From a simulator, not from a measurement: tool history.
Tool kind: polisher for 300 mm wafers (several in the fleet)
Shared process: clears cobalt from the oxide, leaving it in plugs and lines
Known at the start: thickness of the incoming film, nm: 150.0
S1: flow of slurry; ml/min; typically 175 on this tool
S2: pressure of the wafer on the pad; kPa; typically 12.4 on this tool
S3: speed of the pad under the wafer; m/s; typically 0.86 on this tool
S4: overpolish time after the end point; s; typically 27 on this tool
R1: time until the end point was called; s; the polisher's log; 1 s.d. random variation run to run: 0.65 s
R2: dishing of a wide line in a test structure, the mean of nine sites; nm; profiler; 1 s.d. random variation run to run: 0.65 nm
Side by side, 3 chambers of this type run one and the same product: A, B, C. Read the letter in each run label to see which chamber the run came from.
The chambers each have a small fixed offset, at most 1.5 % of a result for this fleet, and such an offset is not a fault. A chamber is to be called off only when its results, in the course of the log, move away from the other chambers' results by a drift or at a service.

run,hour,S1,S2,S3,S4,R1,R2
1A,3.0,175,12.4,0.86,27,35.448,56.601
2C,5.5,175,12.4,0.86,27,33.593,56.623
3B,9.6,175,12.4,0.86,27,33.907,58.130
4B,12.0,175,12.4,0.86,27,33.618,56.131
5A,15.7,175,12.4,0.86,27,33.619,56.005
6C,18.8,175,12.4,0.86,27,33.959,55.299
# hour 21.0: chamber A: worn pad replaced by a new one
7B,23.0,175,12.4,0.86,27,33.590,56.489
8A,25.6,175,12.4,0.86,27,34.946,55.565
9C,28.9,175,12.4,0.86,27,33.861,56.177
10A,31.2,175,15.9,0.98,27,22.720,63.180
# hour 34.8: chamber B: slurry nozzle cleaned
11C,35.7,175,15.9,0.98,27,23.689,60.810
12B,39.7,175,15.9,0.98,27,23.617,64.095
13C,43.8,220,12.4,1.10,27,25.107,60.837
14A,46.7,220,12.4,1.10,27,26.024,61.756
15B,49.8,220,12.4,1.10,27,25.130,61.611
16B,51.9,175,12.4,0.86,27,32.261,55.776
# hour 52.7: chamber C: worn pad replaced by a new one
# hour 53.7: chamber B: worn pad replaced by a new one
17C,55.4,175,16.5,0.86,27,25.408,62.158
18A,57.7,175,16.5,0.86,27,25.650,61.118
19C,59.9,175,16.5,0.86,27,24.696,60.408
20B,64.4,225,13.8,0.86,27,29.270,60.872
21A,66.8,225,13.8,0.86,27,30.241,58.324
22C,70.8,225,13.8,0.86,27,29.161,57.542
23A,73.3,175,9.0,0.86,27,47.431,49.547
24B,76.9,175,9.0,0.86,27,46.946,50.290
25B,79.1,175,9.0,0.86,27,45.011,51.436
26A,83.7,155,12.4,0.86,27,35.599,55.928
27C,87.0,155,12.4,0.86,27,34.458,55.592
28A,91.2,155,12.4,0.86,27,34.752,55.510
29C,94.8,175,12.4,0.86,27,34.081,56.689
30B,98.9,175,12.4,1.06,27,27.303,60.930
31A,103.2,175,12.4,1.06,27,27.842,59.169
32C,107.1,175,12.4,1.06,27,27.403,59.998
33B,110.2,175,12.4,0.86,27,35.402,56.596
34B,114.7,175,12.4,0.86,27,34.332,56.149
# hour 116.9: chamber C: worn pad replaced by a new one
35A,117.8,175,12.4,0.86,27,34.835,57.887
36C,122.0,175,12.4,0.86,27,32.995,56.342
# hour 124.0: chamber A: worn pad replaced by a new one
37A,125.2,175,12.4,0.86,27,33.818,55.629
38C,127.2,175,12.4,0.86,27,33.034,56.570
39B,131.6,175,12.4,0.86,27,34.579,56.652

All chambers now run identical settings, listed one chamber a line with results as question marks. What results will each chamber show?
40A,134.9,175,12.4,0.86,27,?,?
40B,134.9,175,12.4,0.86,27,?,?
40C,134.9,175,12.4,0.86,27,?,?

run,R1,R2
40A,35.271,55.782
40B,34.483,57.451
40C,31.863,56.189

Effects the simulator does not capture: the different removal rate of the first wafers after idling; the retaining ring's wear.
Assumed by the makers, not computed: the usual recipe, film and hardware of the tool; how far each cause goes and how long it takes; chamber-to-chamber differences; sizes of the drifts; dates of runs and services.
